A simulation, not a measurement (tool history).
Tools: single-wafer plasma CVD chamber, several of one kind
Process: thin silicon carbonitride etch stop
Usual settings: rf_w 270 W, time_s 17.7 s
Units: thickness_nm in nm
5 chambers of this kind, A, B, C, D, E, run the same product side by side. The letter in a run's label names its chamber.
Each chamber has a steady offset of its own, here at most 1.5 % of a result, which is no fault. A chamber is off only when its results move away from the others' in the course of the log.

run	hour	rf_w	time_s	read-back reference wafer on the same gauge, thickness_nm	thickness_nm
1E	8.5	270	17.7	12.199	11.1400
2C	20.8	270	17.7	12.196	10.9870
3B	30.3	270	17.7	12.201	10.9620
4D	41.6	270	17.7	12.193	11.0070
5A	49.8	270	17.7	12.192	11.0680
6E	60.5	270	17.7	12.191	11.1410
7B	74.1	270	17.7	12.183	10.9300
8C	84.4	270	17.7	12.187	10.9830
9D	92.6	270	17.7	12.184	11.0050
10A	101.1	270	17.7	12.182	11.0690
11A	110.5	270	17.7	12.184	11.0830
12E	122.1	270	17.7	12.183	11.1470
13D	128.6	270	17.7	12.177	11.0210
14B	135.5	270	17.7	12.179	10.9330
15C	143.7	270	16.0	12.175	9.9353
16D	152.6	270	16.0	12.174	9.9549
17B	162.1	270	16.0	12.177	9.8852
18E	173.1	270	16.0	12.173	10.0630
19C	183.5	270	16.0	12.167	9.9236
20A	194.3	270	17.7	12.167	11.0830
21B	206.5	270	17.7	12.165	10.9640
22E	214.8	270	17.7	12.166	11.1230
23D	223.7	270	17.7	12.164	10.9840
24A	230.6	270	17.7	12.160	11.0520
25C	237.9	270	17.7	12.156	10.9490
26D	251.0	270	17.7	12.159	10.9780
27B	260.2	270	17.7	12.158	10.9550
# hour 261.5: chamber A: thermocouple changed; heater temperature recalibrated
28C	267.2	270	17.7	12.155	10.9600
29E	274.0	270	17.7	12.155	11.1060
30A	285.6	270	17.7	12.154	11.0420
31D	298.4	270	17.7	12.150	10.9750
32A	307.1	270	17.7	12.149	11.0620
33C	319.1	270	17.7	12.148	10.9690
34E	328.1	270	17.7	12.148	11.0780
35B	336.2	270	17.7	12.148	10.9300
36D	346.7	270	17.7	12.142	10.9780
37A	358.4	270	17.7	12.141	11.0460
38B	367.1	270	17.7	12.137	10.9080

Is one chamber off against the others, does the gauge drift, or is nothing wrong? If a chamber is off, say which, and what the likeliest cause is.

The gauge drifts, so all chambers seem to drift together. No chamber is off.
Cause: gauge reads low (%) = 0.512.

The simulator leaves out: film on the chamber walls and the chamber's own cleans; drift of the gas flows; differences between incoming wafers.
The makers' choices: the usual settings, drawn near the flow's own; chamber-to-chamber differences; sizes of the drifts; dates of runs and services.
